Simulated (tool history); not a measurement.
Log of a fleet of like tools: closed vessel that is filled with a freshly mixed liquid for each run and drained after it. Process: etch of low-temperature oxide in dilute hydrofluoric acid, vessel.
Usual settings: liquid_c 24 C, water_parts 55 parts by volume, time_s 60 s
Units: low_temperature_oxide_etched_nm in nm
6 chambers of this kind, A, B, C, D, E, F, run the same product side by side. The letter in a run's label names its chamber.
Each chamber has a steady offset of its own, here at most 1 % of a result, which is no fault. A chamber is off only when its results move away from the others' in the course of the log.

run   hour  liquid_c  water_parts  time_s  hours since the thermometer was replaced  hours since the hydrofluoric acid flow meter was replaced  read-back film thickness of the low-temperature oxide reference wafer, read on the same gauge (nm)  low_temperature_oxide_etched_nm
       1.4  -- chamber E: hydrofluoric acid flow meter replaced
 1C   10.9        24           55      60                                     340.1                                                      673.6                                                                                              140.03                           14.308
 2F   20.6        24           55      60                                     770.8                                                      821.1                                                                                              140.00                           14.210
 3A   29.9        24           55      60                                    2208.0                                                      887.5                                                                                              140.01                           14.433
 4D   43.4        24           55      60                                     443.6                                                      363.6                                                                                              140.00                           14.491
 5B   59.5        24           55      60                                     742.1                                                      818.0                                                                                              139.98                           14.446
 6E   70.8        24           55      60                                     506.0                                                       69.5                                                                                              139.98                           14.203
 7E   81.2        24           55      60                                     516.4                                                       79.9                                                                                              139.99                           14.478
 8C   94.2        24           55      60                                     423.4                                                      756.9                                                                                              140.01                           14.322
 9D  101.9        24           55      60                                     502.1                                                      422.1                                                                                              140.01                           14.851
10B  117.9        24           55      60                                     800.5                                                      876.4                                                                                              140.01                           14.344
11F  130.2        24           55      60                                     880.4                                                      930.7                                                                                              140.00                           14.510
12A  139.2        24           55      60                                    2317.3                                                      996.8                                                                                              140.00                           14.279
13A  147.2        24           55      60                                    2325.3                                                     1004.8                                                                                              139.99                           14.263
14E  159.5        24           55      60                                     594.7                                                      158.2                                                                                              140.02                           14.512
15F  171.3        24           55      60                                     921.5                                                      971.8                                                                                              139.99                           14.380
16B  182.1        24           55      60                                     864.7                                                      940.6                                                                                              139.98                           14.293
17D  197.5        24           55      60                                     597.7                                                      517.7                                                                                              139.98                           14.874
18C  213.3        24           55      60                                     542.5                                                      876.0                                                                                              140.02                           14.512
19C  229.2        24           55      60                                     558.4                                                      891.9                                                                                              139.99                           14.457
20F  238.5        24           55      60                                     988.7                                                     1039.0                                                                                              140.01                           14.445
21B  254.3        24           55      60                                     936.9                                                     1012.8                                                                                              139.99                           14.391
     262.7  -- chamber C: thermometer replaced
22D  270.0        24           55      60                                     670.2                                                      590.2                                                                                              139.97                           15.021
23E  277.7        24           55      60                                     712.9                                                      276.4                                                                                              140.03                           14.307
24A  289.4        24           55      60                                    2467.5                                                     1147.0                                                                                              139.97                           14.255
25E  304.5        24           55      60                                     739.7                                                      303.2                                                                                              139.96                           14.570
     307.2  -- chamber F: hydrofluoric acid flow meter replaced
26A  318.0        24           55      60                                    2496.1                                                     1175.6                                                                                              139.99                           14.221
27F  327.7        24           55      60                                    1077.9                                                       20.6                                                                                              140.04                           14.417
28C  338.8        24           55      75                                      76.2                                                     1001.5                                                                                              140.03                           17.816
29B  347.7        24           55      75                                    1030.3                                                     1106.2                                                                                              139.98                           17.896
30D  357.5        24           55      75                                     757.7                                                      677.7                                                                                              139.97                           19.387
31F  367.0        24           55      75                                    1117.2                                                       59.9                                                                                              139.99                           17.726
32C  375.6        24           55      75                                     113.0                                                     1038.3                                                                                              140.01                           18.119
33E  384.4        24           55      75                                     819.6                                                      383.1                                                                                              140.01                           17.850
34A  394.8        24           55      60                                    2572.9                                                     1252.4                                                                                              139.97                           14.283
35B  407.2        24           30      60                                    1089.8                                                     1165.7                                                                                              140.00                           27.145
36D  417.9        24           30      60                                     818.1                                                      738.1                                                                                              140.01                           29.680
37D  428.6        24           30      60                                     828.8                                                      748.8                                                                                              139.99                           29.732
38F  437.4        24           30      60                                    1187.6                                                      130.3                                                                                              139.99                           26.777

Is one chamber off against the others, does the gauge drift, or is nothing wrong? If a chamber is off, say which, and what the likeliest cause is.

Chamber D drifts away from the others.
Cause: liquid hotter than its thermometer reads (K) = 1.43.
The log may not tell that from: hydrofluoric acid flow above the setpoint (%).

Here are 4 candidates for chamber D's next run, each the usual settings with a change, their results left as question marks. Which one brings its results back in line with what the others give on the usual settings?
In line means no further than this from the other chambers' mean on the usual settings: low_temperature_oxide_etched_nm 0.420 nm
39D-1  449.2      27.5           55      60                                                                                                                                                                                                                                         ?
39D-2  449.2      22.5           55      60                                                                                                                                                                                                                                         ?
39D-3  449.2      24.0           55      65                                                                                                                                                                                                                                         ?
39D-4  449.2      20.5           55      60                                                                                                                                                                                                                                         ?

The other chambers' mean on the usual settings: low_temperature_oxide_etched_nm 14.378 nm
  run  low_temperature_oxide_etched_nm
39D-1                           17.614
39D-2                           14.447
39D-3                           16.624
39D-4                           13.312
39D-2 brings the chamber back in line.
